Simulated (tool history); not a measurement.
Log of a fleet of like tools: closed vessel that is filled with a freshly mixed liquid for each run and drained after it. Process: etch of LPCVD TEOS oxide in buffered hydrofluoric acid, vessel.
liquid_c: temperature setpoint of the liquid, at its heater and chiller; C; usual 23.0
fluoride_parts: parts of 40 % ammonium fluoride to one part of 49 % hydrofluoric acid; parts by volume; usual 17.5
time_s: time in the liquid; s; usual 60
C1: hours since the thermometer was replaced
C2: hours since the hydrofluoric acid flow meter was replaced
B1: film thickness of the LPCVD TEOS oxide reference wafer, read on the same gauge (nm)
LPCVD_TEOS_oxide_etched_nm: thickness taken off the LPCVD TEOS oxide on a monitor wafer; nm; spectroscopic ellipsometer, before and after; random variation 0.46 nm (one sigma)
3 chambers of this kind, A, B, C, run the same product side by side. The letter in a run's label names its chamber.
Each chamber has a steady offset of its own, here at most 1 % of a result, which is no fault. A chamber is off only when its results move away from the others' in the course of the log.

run 1B hour=11.6 | liquid_c=23.0 fluoride_parts=17.5 time_s=60 | C1=788.2 C2=411.9 | B1=59.985 | LPCVD_TEOS_oxide_etched_nm=128.04
run 2A hour=23.6 | liquid_c=23.0 fluoride_parts=17.5 time_s=60 | C1=1112.7 C2=1405.1 | B1=60.025 | LPCVD_TEOS_oxide_etched_nm=129.04
run 3C hour=37.3 | liquid_c=23.0 fluoride_parts=17.5 time_s=60 | C1=3093.8 C2=398.6 | B1=59.997 | LPCVD_TEOS_oxide_etched_nm=128.39
run 4C hour=44.3 | liquid_c=23.0 fluoride_parts=17.5 time_s=60 | C1=3100.8 C2=405.6 | B1=60.037 | LPCVD_TEOS_oxide_etched_nm=127.85
-- hour=45.4 chamber C: thermometer replaced
run 5A hour=52.4 | liquid_c=23.0 fluoride_parts=17.5 time_s=60 | C1=1141.5 C2=1433.9 | B1=60.032 | LPCVD_TEOS_oxide_etched_nm=128.68
run 6B hour=65.4 | liquid_c=23.0 fluoride_parts=13.5 time_s=60 | C1=842.0 C2=465.7 | B1=60.001 | LPCVD_TEOS_oxide_etched_nm=165.74
run 7B hour=72.8 | liquid_c=23.0 fluoride_parts=13.5 time_s=60 | C1=849.4 C2=473.1 | B1=60.040 | LPCVD_TEOS_oxide_etched_nm=166.57
run 8A hour=80.2 | liquid_c=23.0 fluoride_parts=13.5 time_s=60 | C1=1169.3 C2=1461.7 | B1=60.042 | LPCVD_TEOS_oxide_etched_nm=165.47
run 9C hour=93.4 | liquid_c=23.0 fluoride_parts=17.5 time_s=60 | C1=48.0 C2=454.7 | B1=60.029 | LPCVD_TEOS_oxide_etched_nm=128.86
run 10A hour=107.1 | liquid_c=23.0 fluoride_parts=17.5 time_s=60 | C1=1196.2 C2=1488.6 | B1=60.002 | LPCVD_TEOS_oxide_etched_nm=128.93
run 11C hour=119.1 | liquid_c=23.0 fluoride_parts=17.5 time_s=60 | C1=73.7 C2=480.4 | B1=59.972 | LPCVD_TEOS_oxide_etched_nm=128.15
run 12B hour=128.0 | liquid_c=23.0 fluoride_parts=21.5 time_s=60 | C1=904.6 C2=528.3 | B1=59.981 | LPCVD_TEOS_oxide_etched_nm=107.73
run 13A hour=140.4 | liquid_c=23.0 fluoride_parts=21.5 time_s=60 | C1=1229.5 C2=1521.9 | B1=59.992 | LPCVD_TEOS_oxide_etched_nm=106.22
run 14B hour=154.1 | liquid_c=23.0 fluoride_parts=21.5 time_s=60 | C1=930.7 C2=554.4 | B1=59.983 | LPCVD_TEOS_oxide_etched_nm=106.77
run 15C hour=167.7 | liquid_c=23.0 fluoride_parts=17.5 time_s=60 | C1=122.3 C2=529.0 | B1=59.986 | LPCVD_TEOS_oxide_etched_nm=127.65
run 16A hour=178.2 | liquid_c=23.0 fluoride_parts=13.0 time_s=60 | C1=1267.3 C2=1559.7 | B1=60.047 | LPCVD_TEOS_oxide_etched_nm=170.40
run 17C hour=191.8 | liquid_c=23.0 fluoride_parts=13.0 time_s=60 | C1=146.4 C2=553.1 | B1=59.983 | LPCVD_TEOS_oxide_etched_nm=171.54
run 18B hour=201.0 | liquid_c=23.0 fluoride_parts=13.0 time_s=60 | C1=977.6 C2=601.3 | B1=59.995 | LPCVD_TEOS_oxide_etched_nm=171.48
run 19B hour=212.9 | liquid_c=23.0 fluoride_parts=17.5 time_s=60 | C1=989.5 C2=613.2 | B1=59.999 | LPCVD_TEOS_oxide_etched_nm=127.84
run 20A hour=220.5 | liquid_c=23.0 fluoride_parts=17.5 time_s=60 | C1=1309.6 C2=1602.0 | B1=59.967 | LPCVD_TEOS_oxide_etched_nm=127.99
run 21C hour=227.4 | liquid_c=23.0 fluoride_parts=17.5 time_s=60 | C1=182.0 C2=588.7 | B1=59.997 | LPCVD_TEOS_oxide_etched_nm=128.51
run 22B hour=236.0 | liquid_c=27.5 fluoride_parts=23.5 time_s=60 | C1=1012.6 C2=636.3 | B1=59.987 | LPCVD_TEOS_oxide_etched_nm=128.35
run 23C hour=242.7 | liquid_c=27.5 fluoride_parts=23.5 time_s=60 | C1=197.3 C2=604.0 | B1=60.034 | LPCVD_TEOS_oxide_etched_nm=126.77
run 24A hour=254.7 | liquid_c=27.5 fluoride_parts=23.5 time_s=60 | C1=1343.8 C2=1636.2 | B1=59.963 | LPCVD_TEOS_oxide_etched_nm=128.40
run 25C hour=267.4 | liquid_c=23.0 fluoride_parts=17.5 time_s=60 | C1=222.0 C2=628.7 | B1=59.958 | LPCVD_TEOS_oxide_etched_nm=126.91
run 26A hour=276.8 | liquid_c=23.0 fluoride_parts=13.5 time_s=60 | C1=1365.9 C2=1658.3 | B1=59.990 | LPCVD_TEOS_oxide_etched_nm=164.55
run 27B hour=283.3 | liquid_c=23.0 fluoride_parts=13.5 time_s=60 | C1=1059.9 C2=683.6 | B1=59.972 | LPCVD_TEOS_oxide_etched_nm=165.75
run 28C hour=290.4 | liquid_c=23.0 fluoride_parts=13.5 time_s=60 | C1=245.0 C2=651.7 | B1=60.010 | LPCVD_TEOS_oxide_etched_nm=165.30
run 29A hour=301.9 | liquid_c=23.0 fluoride_parts=17.5 time_s=60 | C1=1391.0 C2=1683.4 | B1=59.966 | LPCVD_TEOS_oxide_etched_nm=128.10
run 30B hour=308.4 | liquid_c=23.0 fluoride_parts=17.5 time_s=60 | C1=1085.0 C2=708.7 | B1=59.983 | LPCVD_TEOS_oxide_etched_nm=129.25
run 31C hour=321.3 | liquid_c=23.0 fluoride_parts=17.5 time_s=60 | C1=275.9 C2=682.6 | B1=59.975 | LPCVD_TEOS_oxide_etched_nm=128.75
run 32A hour=333.5 | liquid_c=23.0 fluoride_parts=17.5 time_s=60 | C1=1422.6 C2=1715.0 | B1=60.015 | LPCVD_TEOS_oxide_etched_nm=128.76
run 33B hour=342.8 | liquid_c=23.0 fluoride_parts=17.5 time_s=60 | C1=1119.4 C2=743.1 | B1=60.023 | LPCVD_TEOS_oxide_etched_nm=128.28
run 34C hour=352.9 | liquid_c=23.0 fluoride_parts=17.5 time_s=60 | C1=307.5 C2=714.2 | B1=60.000 | LPCVD_TEOS_oxide_etched_nm=127.88
run 35B hour=362.3 | liquid_c=23.0 fluoride_parts=12.0 time_s=60 | C1=1138.9 C2=762.6 | B1=60.034 | LPCVD_TEOS_oxide_etched_nm=185.77
-- hour=367.1 chamber C: hydrofluoric acid flow meter replaced
run 36A hour=369.2 | liquid_c=23.0 fluoride_parts=12.0 time_s=60 | C1=1458.3 C2=1750.7 | B1=60.029 | LPCVD_TEOS_oxide_etched_nm=185.33
-- hour=372.4 chamber B: hydrofluoric acid flow meter replaced
run 37B hour=377.4 | liquid_c=23.0 fluoride_parts=12.0 time_s=60 | C1=1154.0 C2=5.1 | B1=60.007 | LPCVD_TEOS_oxide_etched_nm=185.00
run 38A hour=383.5 | liquid_c=23.0 fluoride_parts=17.5 time_s=60 | C1=1472.6 C2=1765.0 | B1=59.983 | LPCVD_TEOS_oxide_etched_nm=128.82
run 39C hour=395.2 | liquid_c=23.0 fluoride_parts=17.5 time_s=60 | C1=349.8 C2=28.2 | B1=59.995 | LPCVD_TEOS_oxide_etched_nm=128.19

Is one chamber off against the others, does the gauge drift, or is nothing wrong? If a chamber is off, say which, and what the likeliest cause is.

No chamber stands off beyond its own small offset, and the gauge holds steady.

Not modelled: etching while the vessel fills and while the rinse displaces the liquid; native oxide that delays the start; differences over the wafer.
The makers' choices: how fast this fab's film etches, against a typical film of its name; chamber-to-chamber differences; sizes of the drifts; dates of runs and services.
